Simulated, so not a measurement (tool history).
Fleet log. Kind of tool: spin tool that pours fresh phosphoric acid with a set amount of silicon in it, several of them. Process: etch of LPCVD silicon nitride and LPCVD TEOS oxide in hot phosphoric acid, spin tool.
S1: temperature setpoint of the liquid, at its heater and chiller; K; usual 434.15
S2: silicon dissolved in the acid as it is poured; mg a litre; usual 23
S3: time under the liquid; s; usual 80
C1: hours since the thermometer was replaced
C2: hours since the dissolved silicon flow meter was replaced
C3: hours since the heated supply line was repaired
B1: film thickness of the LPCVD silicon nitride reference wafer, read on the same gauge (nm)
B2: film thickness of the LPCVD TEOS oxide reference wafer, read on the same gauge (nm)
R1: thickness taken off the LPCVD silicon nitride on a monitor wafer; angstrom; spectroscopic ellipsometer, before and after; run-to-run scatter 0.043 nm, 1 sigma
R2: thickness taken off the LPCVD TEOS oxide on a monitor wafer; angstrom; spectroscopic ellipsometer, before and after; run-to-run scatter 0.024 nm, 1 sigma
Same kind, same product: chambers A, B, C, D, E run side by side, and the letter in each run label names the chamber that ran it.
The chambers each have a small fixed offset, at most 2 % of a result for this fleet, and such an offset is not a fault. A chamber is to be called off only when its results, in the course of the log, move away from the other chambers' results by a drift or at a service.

run,day,S1,S2,S3,C1,C2,C3,B1,B2,R1,R2
# day 0.067: chamber B: heated supply line repaired
1A,0.575,434.15,23,80,1761,155.9,2842.8,49.994,110,69.452,2.6527
2E,0.942,434.15,23,80,312.4,114.8,774.5,49.991,109.97,68.961,2.4928
3D,1.25,434.15,23,80,712.3,420.4,3790.9,50.004,109.99,70.028,2.8742
4B,1.738,434.15,23,80,559.8,1400.3,40.2,49.993,109.98,69.75,3.0454
5C,2.129,434.15,23,80,1887.5,606.9,910.9,50.032,109.98,69.861,2.7569
6B,2.438,434.15,23,80,576.6,1417.1,57,49.995,110,69.939,2.8531
7A,2.883,434.15,23,80,1816.4,211.3,2898.2,50.002,110,69.262,2.6866
8E,3.4,434.15,23,80,371.4,173.8,833.5,50.031,109.99,69.169,3.268
9C,3.738,434.15,23,80,1926.1,645.5,949.5,49.998,109.99,70.903,2.7064
10D,4.154,434.15,23,80,782,490.1,3860.6,50.002,110,70.554,2.4247
# day 4.262: chamber A: heated supply line repaired
11D,4.417,434.15,23,80,788.3,496.4,3866.9,50.019,109.99,69.533,2.607
# day 4.525: chamber D: heated supply line repaired
12C,4.696,434.15,23,110,1949.1,668.5,972.5,50.02,109.97,96.563,4.1936
13E,5.258,434.15,23,110,416,218.4,878.1,49.973,109.98,95.219,3.6455
14A,5.575,434.15,23,110,1881,275.9,31.5,50.023,110.02,94.797,3.352
15B,5.988,434.15,23,110,661.8,1502.3,142.2,50.001,110.01,95.768,3.8008
16E,6.342,434.15,23,110,442,244.4,904.1,50.018,109.96,95.901,3.9575
17A,6.767,434.15,23,80,1909.6,304.5,60.1,50.016,109.99,68.721,3.3733
18C,7.338,434.15,23,80,2012.5,731.9,1035.9,49.983,110.02,69.793,3.0261
19D,7.658,436.15,30.5,80,866.1,574.2,75.2,50.007,110.01,75.828,2.5613
20B,7.958,436.15,30.5,80,709.1,1549.6,189.5,49.982,110.01,74.621,2.364
21A,8.35,436.15,30.5,80,1947.6,342.5,98.1,50.034,110.01,73.183,2.3604
22E,8.858,436.15,30.5,80,502.4,304.8,964.5,49.978,110,74.16,2.8072
23C,9.175,436.15,30.5,80,2056.6,776,1080,50.019,110.01,74.69,2.6526
24D,9.596,434.15,23,80,912.6,620.7,121.7,49.993,110.01,70.682,2.6138
25B,10.142,434.15,23,80,761.5,1602,241.9,49.989,110.01,70.158,2.8158
26E,10.412,434.15,23,80,539.7,342.1,1001.8,50.017,110.04,70.367,3.0904
27D,10.667,434.15,23,80,938.3,646.4,147.4,50,109.98,70.586,2.7504
28B,11,434.15,23,80,782.1,1622.6,262.5,50.03,110.01,69.616,2.8908
29A,11.283,434.15,23,80,2018,412.9,168.5,49.999,109.94,69.159,3.3542
30C,11.671,434.15,23,80,2116.5,835.9,1139.9,50.007,109.95,69.146,2.9919

All chambers now run identical settings, listed one chamber a line with results as question marks. What results will each chamber show?
31A,12.083,434.15,23,80,,,,,,?,?
31B,12.083,434.15,23,80,,,,,,?,?
31C,12.083,434.15,23,80,,,,,,?,?
31D,12.083,434.15,23,80,,,,,,?,?
31E,12.083,434.15,23,80,,,,,,?,?

run,R1,R2
31A,69.212,2.9639
31B,69.384,2.5149
31C,69.456,3.3622
31D,71.096,3.0113
31E,69.561,2.9152

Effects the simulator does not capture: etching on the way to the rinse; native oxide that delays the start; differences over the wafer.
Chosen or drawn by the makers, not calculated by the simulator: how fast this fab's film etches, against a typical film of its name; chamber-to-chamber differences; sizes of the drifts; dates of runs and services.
